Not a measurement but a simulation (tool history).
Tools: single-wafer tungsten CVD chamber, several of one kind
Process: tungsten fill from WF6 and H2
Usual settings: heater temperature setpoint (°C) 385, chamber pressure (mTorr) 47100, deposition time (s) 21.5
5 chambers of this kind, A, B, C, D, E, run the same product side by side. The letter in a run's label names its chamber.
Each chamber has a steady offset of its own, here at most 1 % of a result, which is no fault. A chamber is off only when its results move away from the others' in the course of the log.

run   hour  heater temperature setpoint (°C)  chamber pressure (mTorr)  deposition time (s)  read-back reference wafer on the same gauge, thickness_nm  mean film thickness on the monitor wafer (nm)
 1C   13.9                               385                     47100                 21.5                                                     47.508                                         58.496
      24.5  -- chamber C: capacitance manometer re-zeroed and calibrated
 2A   25.3                               385                     47100                 21.5                                                     47.508                                         58.413
 3D     36                               385                     47100                 21.5                                                     47.461                                         57.552
 4B   47.5                               385                     47100                 21.5                                                     47.521                                         57.831
 5E     56                               385                     47100                 21.5                                                     47.528                                         57.615
 6E   66.8                               385                     47100                 21.5                                                      47.44                                         57.882
 7D   77.5                               385                     47100                 21.5                                                     47.509                                         57.482
 8A   84.4                               385                     47100                 21.5                                                     47.467                                         58.783
 9C     98                               385                     47100                 21.5                                                     47.452                                         58.633
10B  109.4                               385                     47100                 21.5                                                     47.513                                         58.218
11C  120.8                               385                     47100                 21.5                                                     47.494                                         58.295
12E  132.7                               371                     47100                 21.5                                                     47.485                                         43.376
13B  146.5                               371                     47100                 21.5                                                     47.546                                         43.754
14A  153.3                               371                     47100                 21.5                                                       47.5                                         43.642
     161.1  -- chamber D: capacitance manometer re-zeroed and calibrated
15D  163.1                               371                     47100                 21.5                                                      47.44                                         43.702
16D  170.8                               371                     47100                 21.5                                                     47.456                                         43.346
       174  -- chamber A: thermocouple changed; heater temperature recalibrated
17A  181.5                               398                     47100                 17.4                                                     47.446                                         60.965
18E  191.5                               398                     47100                 17.4                                                      47.48                                         59.785
19B  201.7                               398                     47100                 17.4                                                      47.54                                         60.436
20C  209.7                               398                     47100                 17.4                                                     47.462                                         60.762
     216.4  -- chamber E: thermocouple changed; heater temperature recalibrated
21D    220                               398                     47100                 17.4                                                     47.509                                         59.794
     221.4  -- chamber E: capacitance manometer re-zeroed and calibrated
     223.4  -- chamber A: capacitance manometer re-zeroed and calibrated
22B    227                               385                     47100                 21.5                                                     47.448                                         58.903
23E  234.4                               385                     47100                 21.5                                                     47.479                                         57.177
24C  244.9                               385                     47100                 21.5                                                     47.514                                         57.883
25A  251.2                               385                     47100                 21.5                                                     47.497                                         58.901
26A    259                               385                     47100                 21.5                                                     47.441                                         58.078
27D  266.3                               385                     47100                 21.5                                                      47.45                                         57.968
28B    279                               385                     47100                 21.5                                                     47.513                                         59.363
29E  292.9                               385                     47100                 21.5                                                     47.579                                         57.782
30C    299                               385                     47100                 21.5                                                      47.55                                         58.154
31B  306.7                               385                     47100                 21.5                                                     47.444                                         60.531
32D  315.1                               385                     47100                 21.5                                                     47.507                                         57.446
33A  329.2                               385                     47100                 21.5                                                     47.454                                          58.53
34E  342.5                               385                     47100                 21.5                                                      47.47                                         57.788

Next, every chamber runs the same settings. What will each give?
35A  352.6                               385                     47100                 21.5                                                                                                         ?
35B  352.6                               385                     47100                 21.5                                                                                                         ?
35C  352.6                               385                     47100                 21.5                                                                                                         ?
35D  352.6                               385                     47100                 21.5                                                                                                         ?
35E  352.6                               385                     47100                 21.5                                                                                                         ?

run  mean film thickness on the monitor wafer (nm)
35A                                         57.999
35B                                         61.217
35C                                         58.471
35D                                         57.887
35E                                         57.241
